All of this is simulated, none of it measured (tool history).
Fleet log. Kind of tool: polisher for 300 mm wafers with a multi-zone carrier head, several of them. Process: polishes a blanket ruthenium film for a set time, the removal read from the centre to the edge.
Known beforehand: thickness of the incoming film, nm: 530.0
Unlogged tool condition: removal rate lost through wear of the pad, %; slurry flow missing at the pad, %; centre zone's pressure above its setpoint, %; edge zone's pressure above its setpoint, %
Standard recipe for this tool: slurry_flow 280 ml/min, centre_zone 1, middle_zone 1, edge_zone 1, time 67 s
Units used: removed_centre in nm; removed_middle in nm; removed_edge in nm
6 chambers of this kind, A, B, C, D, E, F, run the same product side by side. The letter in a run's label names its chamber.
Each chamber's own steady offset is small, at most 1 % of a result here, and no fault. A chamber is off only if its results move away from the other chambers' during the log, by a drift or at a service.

| run | hour | slurry_flow | centre_zone | middle_zone | edge_zone | time | wafers polished on this pad | hours since the slurry nozzle was cleaned | hours since the centre zone pressure was calibrated | hours since the edge zone pressure was calibrated | removed_centre | removed_middle | removed_edge |
|---|---|---|---|---|---|---|---|---|---|---|---|---|---|
|  | 2.1 | chamber C: worn pad replaced by a new one |
| 1A | 4.4 | 280 | 1 | 1 | 1 | 67 | 541 | 178.9 | 190.5 | 1181.7 | 54.711 | 54.149 | 54.692 |
|  | 10.4 | chamber E: slurry nozzle cleaned |
| 2C | 12.5 | 280 | 1 | 1 | 1 | 67 | 102 | 191.3 | 320.5 | 311.5 | 52.954 | 53.877 | 54.314 |
|  | 13.6 | chamber F: worn pad replaced by a new one |
|  | 18.1 | chamber B: worn pad replaced by a new one |
| 3E | 18.4 | 280 | 1 | 1 | 1 | 67 | 1017 | 8.1 | 1101.8 | 81.9 | 52.74 | 54.979 | 54.326 |
| 4F | 22.5 | 280 | 1 | 1 | 1 | 67 | 87 | 607 | 927.9 | 299 | 53.288 | 54.562 | 54.471 |
|  | 23.3 | chamber F: slurry nozzle cleaned |
| 5D | 27.6 | 280 | 1 | 1.08 | 1 | 67 | 450 | 258.8 | 544.1 | 202.1 | 54.336 | 57.288 | 54.19 |
| 6B | 32 | 280 | 1 | 1.08 | 1 | 67 | 136 | 471.7 | 1386.6 | 1180.7 | 53.531 | 58.641 | 54.359 |
| 7E | 36 | 280 | 1 | 1.08 | 1 | 67 | 1189 | 25.7 | 1119.4 | 99.5 | 54.132 | 57.306 | 54.392 |
|  | 38.2 | chamber B: centre zone pressure recalibrated |
| 8D | 41.3 | 280 | 1 | 1.08 | 1 | 67 | 584 | 272.5 | 557.8 | 215.8 | 52.994 | 58.08 | 53.246 |
| 9A | 48.2 | 280 | 1 | 1.08 | 1 | 67 | 970 | 222.7 | 234.3 | 1225.5 | 54.947 | 58.177 | 54.487 |
|  | 54 | chamber C: worn pad replaced by a new one |
| 10F | 55.2 | 280 | 1 | 1.08 | 1 | 67 | 407 | 32 | 960.6 | 331.7 | 53.245 | 59.388 | 53.969 |
|  | 56.3 | chamber D: worn pad replaced by a new one |
| 11C | 59.5 | 280 | 1 | 0.92 | 0.88 | 67 | 54 | 238.3 | 367.5 | 358.5 | 54.321 | 50.686 | 50.291 |
| 12B | 65.4 | 280 | 1 | 0.92 | 0.88 | 67 | 462 | 505.1 | 27.3 | 1214.1 | 54.077 | 49.294 | 50.954 |
|  | 68.9 | chamber F: worn pad replaced by a new one |
|  | 70.5 | chamber A: edge zone pressure recalibrated |
| 13F | 71.2 | 280 | 1 | 0.92 | 0.88 | 67 | 23 | 48 | 976.6 | 347.7 | 53.357 | 50.035 | 50.7 |
|  | 75.9 | chamber E: worn pad replaced by a new one |
| 14A | 78.7 | 280 | 1 | 0.92 | 0.88 | 67 | 1268 | 253.2 | 264.8 | 8.3 | 53.058 | 49.7 | 51.128 |
| 15D | 84.1 | 280 | 1 | 0.92 | 0.88 | 67 | 272 | 315.3 | 600.6 | 258.6 | 53.858 | 51.587 | 49.924 |
| 16C | 91 | 280 | 1 | 0.92 | 0.88 | 67 | 362 | 269.8 | 399 | 390 | 54.953 | 50.982 | 50.896 |
| 17E | 97.2 | 280 | 0.93 | 1 | 1 | 67 | 208 | 86.9 | 1180.6 | 160.7 | 50.797 | 54.166 | 54.693 |
| 18B | 103.2 | 280 | 0.93 | 1 | 1 | 67 | 832 | 542.9 | 65.1 | 1251.9 | 48.621 | 54.893 | 55.197 |
|  | 104.6 | chamber A: slurry nozzle cleaned |
| 19E | 110.5 | 280 | 0.93 | 1 | 1 | 67 | 339 | 100.2 | 1193.9 | 174 | 49.438 | 52.418 | 53.964 |
|  | 111.7 | chamber C: worn pad replaced by a new one |
|  | 113 | chamber F: worn pad replaced by a new one |
| 20D | 114.6 | 280 | 0.93 | 1 | 1 | 67 | 570 | 345.8 | 631.1 | 289.1 | 50.472 | 53.457 | 53.82 |
|  | 116 | chamber B: worn pad replaced by a new one |
| 21C | 121.7 | 280 | 0.93 | 1 | 1 | 67 | 98 | 300.5 | 429.7 | 420.7 | 49.925 | 54.656 | 54.041 |
| 22B | 125.8 | 280 | 0.93 | 1 | 1 | 67 | 96 | 565.5 | 87.7 | 1274.5 | 49.261 | 52.885 | 54.381 |
|  | 128.4 | chamber D: slurry nozzle cleaned |
|  | 130 | chamber E: centre zone pressure recalibrated |
| 23A | 133.6 | 280 | 1 | 1 | 1 | 67 | 1805 | 29.1 | 319.7 | 63.2 | 52.155 | 52.062 | 52.297 |
| 24F | 140.6 | 280 | 1 | 1 | 1 | 67 | 270 | 117.4 | 1046 | 417.1 | 53.911 | 53.378 | 54.023 |
| 25A | 144.9 | 280 | 1 | 1 | 1 | 67 | 1916 | 40.4 | 331 | 74.5 | 51.107 | 51.395 | 52.023 |
|  | 146 | chamber D: worn pad replaced by a new one |
|  | 146.5 | chamber A: centre zone pressure recalibrated |
| 26D | 148.7 | 280 | 1 | 1 | 1 | 67 | 27 | 20.3 | 665.2 | 323.2 | 54.17 | 53.859 | 54.332 |
| 27C | 154.3 | 280 | 1 | 1 | 1 | 67 | 417 | 333.1 | 462.3 | 453.3 | 53.976 | 53.811 | 54.239 |
| 28F | 161.5 | 280 | 1.1 | 1 | 1 | 67 | 475 | 138.3 | 1066.9 | 438 | 60.134 | 54.271 | 53.626 |
| 29B | 165.6 | 280 | 1.1 | 1 | 1 | 67 | 485 | 605.3 | 127.5 | 1314.3 | 59.534 | 54.244 | 55.109 |
|  | 166.1 | chamber F: worn pad replaced by a new one |
| 30E | 172.8 | 280 | 1.1 | 1 | 1 | 67 | 948 | 162.5 | 42.8 | 236.3 | 60.074 | 52.939 | 53.953 |
|  | 175.6 | chamber C: worn pad replaced by a new one |
| 31F | 179.1 | 280 | 1.1 | 1 | 1 | 67 | 127 | 155.9 | 1084.5 | 455.6 | 58.809 | 53.791 | 54.031 |
| 32D | 185.8 | 280 | 1.1 | 1 | 1 | 67 | 389 | 57.4 | 702.3 | 360.3 | 58.004 | 53.765 | 54.257 |
|  | 187.9 | chamber C: edge zone pressure recalibrated |
|  | 188 | chamber B: slurry nozzle cleaned |
| 33A | 191.1 | 280 | 1.1 | 1 | 1 | 67 | 2368 | 86.6 | 44.6 | 120.7 | 56.625 | 49.549 | 50.265 |
| 34E | 198 | 280 | 1 | 1.08 | 1 | 67 | 1195 | 187.7 | 68 | 261.5 | 54.194 | 57.001 | 54.394 |
| 35C | 203.8 | 280 | 1 | 1.08 | 1 | 67 | 276 | 382.6 | 511.8 | 16 | 54.523 | 57.418 | 53.742 |
| 36B | 209.7 | 280 | 1 | 1.08 | 1 | 67 | 916 | 21.7 | 171.6 | 1358.4 | 53.562 | 57.637 | 54.426 |
| 37C | 213.7 | 280 | 1 | 1.08 | 1 | 67 | 373 | 392.5 | 521.7 | 25.9 | 55.35 | 58.154 | 54.383 |
| 38D | 218.5 | 280 | 1 | 1.08 | 1 | 67 | 709 | 90.1 | 735 | 393 | 52.669 | 55.974 | 53.966 |
| 39A | 224.2 | 280 | 1 | 1.08 | 1 | 67 | 2692 | 119.7 | 77.7 | 153.8 | 48.473 | 51.696 | 49.114 |

Next, all 6 chambers run the settings below, one line each with question marks for the results. What does each chamber give?
| 40A | 230 | 280 | 1 | 1 | 1.11 | 67 |  |  |  |  | ? | ? | ? |
| 40B | 230 | 280 | 1 | 1 | 1.11 | 67 |  |  |  |  | ? | ? | ? |
| 40C | 230 | 280 | 1 | 1 | 1.11 | 67 |  |  |  |  | ? | ? | ? |
| 40D | 230 | 280 | 1 | 1 | 1.11 | 67 |  |  |  |  | ? | ? | ? |
| 40E | 230 | 280 | 1 | 1 | 1.11 | 67 |  |  |  |  | ? | ? | ? |
| 40F | 230 | 280 | 1 | 1 | 1.11 | 67 |  |  |  |  | ? | ? | ? |

| run | removed_centre | removed_middle | removed_edge |
|---|---|---|---|
| 40A | 48.909 | 48.45 | 51.753 |
| 40B | 55.23 | 53.897 | 57.614 |
| 40C | 54.043 | 53.131 | 57.731 |
| 40D | 52.757 | 54.569 | 57.059 |
| 40E | 54.683 | 53.18 | 57.165 |
| 40F | 54.374 | 55.189 | 56.991 |
